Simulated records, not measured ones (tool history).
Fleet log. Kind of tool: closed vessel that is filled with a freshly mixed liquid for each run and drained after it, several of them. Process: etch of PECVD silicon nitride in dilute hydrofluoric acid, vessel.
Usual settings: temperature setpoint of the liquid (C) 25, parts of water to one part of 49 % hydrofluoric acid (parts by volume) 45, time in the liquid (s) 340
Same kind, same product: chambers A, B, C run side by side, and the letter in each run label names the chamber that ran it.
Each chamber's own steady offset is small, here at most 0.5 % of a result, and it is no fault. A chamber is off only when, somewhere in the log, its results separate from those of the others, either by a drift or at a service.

run    day  temperature setpoint of the liquid (C)  parts of water to one part of 49 % hydrofluoric acid (parts by volume)  time in the liquid (s)  hours since the thermometer was replaced  hours since the hydrofluoric acid flow meter was replaced  read-back film thickness of the PECVD silicon nitride reference wafer, read on the same gauge (nm)  thickness taken off the PECVD silicon nitride on a monitor wafer (nm)
 1C  0.592                                      25                                                                      45                     340                                     689.2                                                      456.0                                                                                              89.991                                                                 15.969
 2A  0.938                                      25                                                                      45                     340                                    2129.8                                                      206.7                                                                                              90.008                                                                 15.596
 3B  1.242                                      25                                                                      45                     340                                    2201.3                                                      618.9                                                                                              90.022                                                                 15.741
 4C  1.712                                      25                                                                      45                     340                                     716.1                                                      482.9                                                                                              90.008                                                                 15.864
 5A  2.246                                      25                                                                      45                     340                                    2161.2                                                      238.1                                                                                              90.000                                                                 15.547
 6B  2.646                                      25                                                                      45                     340                                    2235.0                                                      652.6                                                                                              89.985                                                                 15.655
 7B  3.246                                      25                                                                      35                     340                                    2249.4                                                      667.0                                                                                              90.043                                                                 20.390
 8C  3.712                                      25                                                                      35                     340                                     764.1                                                      530.9                                                                                              89.991                                                                 20.170
 9A  4.033                                      25                                                                      35                     340                                    2204.1                                                      281.0                                                                                              90.013                                                                 20.217
10C  4.629                                      25                                                                      30                     340                                     786.1                                                      552.9                                                                                              89.999                                                                 23.101
11A  5.133                                      25                                                                      30                     340                                    2230.5                                                      307.4                                                                                              89.978                                                                 23.431
12B  5.462                                      25                                                                      30                     340                                    2302.6                                                      720.2                                                                                              90.024                                                                 23.865
13A  5.862                                      25                                                                      45                     340                                    2248.0                                                      324.9                                                                                              90.027                                                                 15.663
14C  6.158                                      25                                                                      45                     340                                     822.8                                                      589.6                                                                                              89.994                                                                 15.850
15B  6.642                                      25                                                                      45                     340                                    2330.9                                                      748.5                                                                                              90.009                                                                 16.613
16C  7.296                                      25                                                                      45                     340                                     850.1                                                      616.9                                                                                              89.991                                                                 15.689
17B  7.667                                      25                                                                      45                     340                                    2355.5                                                      773.1                                                                                              90.011                                                                 17.110
18A  8.292                                      25                                                                      45                     340                                    2306.3                                                      383.2                                                                                              90.013                                                                 15.564
19A  8.638                                      25                                                                      45                     445                                    2314.6                                                      391.5                                                                                              90.005                                                                 20.293
20C  9.058                                      25                                                                      45                     445                                     892.4                                                      659.2                                                                                              89.979                                                                 20.736

One chamber off, gauge drift, or nothing amiss beyond the chambers' own small offsets? If it is a chamber, which one, and what is the likeliest cause?

Chamber B drifts away from the others.
Likeliest cause: hydrofluoric acid flow above the setpoint (%) = 12.7.
It could be hard to tell apart here from: liquid hotter than its thermometer reads (K).

Below are 4 candidate recipes for chamber B's next run, each the usual settings with a change, their results shown as question marks. Which of them brings B's results back in line with what the other chambers give on the usual settings?
In line here means within this much of the mean the other chambers give on the usual settings: thickness taken off the PECVD silicon nitride on a monitor wafer (nm) 0.520
21B-1  9.525                                    24.5                                                                      45                     315                                                                                                                                                                                                                                                                               ?
21B-2  9.525                                    25.0                                                                      45                     275                                                                                                                                                                                                                                                                               ?
21B-3  9.525                                    25.5                                                                      45                     370                                                                                                                                                                                                                                                                               ?
21B-4  9.525                                    26.0                                                                      45                     395                                                                                                                                                                                                                                                                               ?

On the usual settings, the other chambers give on average: thickness taken off the PECVD silicon nitride on a monitor wafer (nm) 15.679
  run  thickness taken off the PECVD silicon nitride on a monitor wafer (nm)
21B-1                                                                 15.781
21B-2                                                                 14.249
21B-3                                                                 19.827
21B-4                                                                 21.902
The answer is 21B-1, which returns the chamber to within the allowed miss of the others.
